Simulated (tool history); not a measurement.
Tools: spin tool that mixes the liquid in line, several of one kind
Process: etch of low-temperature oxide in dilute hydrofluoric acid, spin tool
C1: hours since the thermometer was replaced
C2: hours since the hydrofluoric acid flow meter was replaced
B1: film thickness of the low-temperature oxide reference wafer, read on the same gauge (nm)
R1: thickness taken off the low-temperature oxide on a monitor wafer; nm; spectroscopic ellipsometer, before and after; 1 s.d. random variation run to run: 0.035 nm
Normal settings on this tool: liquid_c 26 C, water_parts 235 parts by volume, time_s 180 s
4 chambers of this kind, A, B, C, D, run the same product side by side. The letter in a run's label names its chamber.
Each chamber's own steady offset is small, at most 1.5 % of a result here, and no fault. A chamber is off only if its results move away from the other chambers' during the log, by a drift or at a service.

run 1D day=0.271 | liquid_c=26 water_parts=235 time_s=180 | C1=139.4 C2=490.2 | B1=100.02 | R1=7.8868
run 2C day=0.562 | liquid_c=26 water_parts=235 time_s=180 | C1=1778.8 C2=461.1 | B1=99.964 | R1=7.7994
run 3A day=1.021 | liquid_c=26 water_parts=235 time_s=180 | C1=829.6 C2=99.9 | B1=99.993 | R1=7.9409
run 4B day=1.629 | liquid_c=26 water_parts=235 time_s=180 | C1=331.6 C2=812.4 | B1=100.02 | R1=8.0302
run 5C day=2.233 | liquid_c=26 water_parts=235 time_s=180 | C1=1818.9 C2=501.2 | B1=99.987 | R1=7.7838
run 6A day=2.812 | liquid_c=21.5 water_parts=135 time_s=180 | C1=872.6 C2=142.9 | B1=100.03 | R1=13.144
run 7D day=3.342 | liquid_c=21.5 water_parts=135 time_s=180 | C1=213.1 C2=563.9 | B1=99.952 | R1=12.944
run 8B day=3.633 | liquid_c=21.5 water_parts=135 time_s=180 | C1=379.7 C2=860.5 | B1=99.976 | R1=13.183
run 9A day=3.983 | liquid_c=21.5 water_parts=135 time_s=180 | C1=900.7 C2=171 | B1=100.03 | R1=13.231
run 10B day=4.362 | liquid_c=26 water_parts=235 time_s=180 | C1=397.2 C2=878 | B1=100.02 | R1=7.992
run 11C day=4.692 | liquid_c=26 water_parts=235 time_s=180 | C1=1877.9 C2=560.2 | B1=100.05 | R1=7.8523
run 12D day=4.971 | liquid_c=26 water_parts=235 time_s=180 | C1=252.2 C2=603 | B1=99.965 | R1=7.9019
run 13A day=5.354 | liquid_c=26 water_parts=235 time_s=180 | C1=933.6 C2=203.9 | B1=99.985 | R1=7.9679
-- day=5.692 chamber C: thermometer replaced
run 14B day=5.896 | liquid_c=26 water_parts=235 time_s=180 | C1=434 C2=914.8 | B1=99.989 | R1=7.9686
run 15C day=6.2 | liquid_c=26 water_parts=235 time_s=180 | C1=12.3 C2=596.4 | B1=99.984 | R1=7.8154
run 16D day=6.467 | liquid_c=26 water_parts=235 time_s=180 | C1=288.1 C2=638.9 | B1=99.944 | R1=7.9451
run 17B day=6.742 | liquid_c=26 water_parts=235 time_s=180 | C1=454.3 C2=935.1 | B1=99.97 | R1=7.9827
run 18C day=7.054 | liquid_c=26 water_parts=235 time_s=180 | C1=32.8 C2=616.9 | B1=100.02 | R1=7.8179
run 19D day=7.338 | liquid_c=26 water_parts=235 time_s=180 | C1=309 C2=659.8 | B1=100.03 | R1=7.9305
run 20A day=7.883 | liquid_c=26 water_parts=145 time_s=230 | C1=994.3 C2=264.6 | B1=100.03 | R1=18.74
run 21B day=8.158 | liquid_c=26 water_parts=145 time_s=230 | C1=488.3 C2=969.1 | B1=100.02 | R1=18.275
run 22D day=8.429 | liquid_c=26 water_parts=145 time_s=230 | C1=335.2 C2=686 | B1=100 | R1=17.893
run 23C day=8.954 | liquid_c=26 water_parts=145 time_s=230 | C1=78.4 C2=662.5 | B1=99.991 | R1=17.675
run 24A day=9.454 | liquid_c=26 water_parts=235 time_s=180 | C1=1032 C2=302.3 | B1=99.991 | R1=8.2
run 25A day=9.762 | liquid_c=26 water_parts=235 time_s=180 | C1=1039.4 C2=309.7 | B1=100.05 | R1=8.2444
run 26D day=10.3 | liquid_c=26 water_parts=235 time_s=180 | C1=380.1 C2=730.9 | B1=100 | R1=7.9061
run 27C day=10.833 | liquid_c=26 water_parts=235 time_s=180 | C1=123.5 C2=707.6 | B1=99.981 | R1=7.7985
run 28B day=11.379 | liquid_c=26 water_parts=130 time_s=180 | C1=565.6 C2=1046.4 | B1=99.966 | R1=16.306
-- day=11.458 chamber C: hydrofluoric acid flow meter replaced
run 29B day=11.75 | liquid_c=26 water_parts=130 time_s=180 | C1=574.5 C2=1055.3 | B1=99.967 | R1=16.188
run 30A day=12.346 | liquid_c=26 water_parts=130 time_s=180 | C1=1101.4 C2=371.7 | B1=100.03 | R1=17.182
run 31C day=12.929 | liquid_c=26 water_parts=130 time_s=180 | C1=173.8 C2=35.4 | B1=100.02 | R1=15.676
run 32D day=13.329 | liquid_c=26 water_parts=235 time_s=180 | C1=452.8 C2=803.6 | B1=100.05 | R1=7.8948
run 33A day=13.925 | liquid_c=26 water_parts=235 time_s=180 | C1=1139.3 C2=409.6 | B1=100.01 | R1=8.5046

Each of the 4 chambers runs these same settings next. Fill in every chamber's results:
run 34A day=14.362 | liquid_c=28.5 water_parts=235 time_s=180 | R1=?
run 34B day=14.362 | liquid_c=28.5 water_parts=235 time_s=180 | R1=?
run 34C day=14.362 | liquid_c=28.5 water_parts=235 time_s=180 | R1=?
run 34D day=14.362 | liquid_c=28.5 water_parts=235 time_s=180 | R1=?

run=34A R1=9.2715
run=34B R1=8.6661
run=34C R1=8.4822
run=34D R1=8.6004
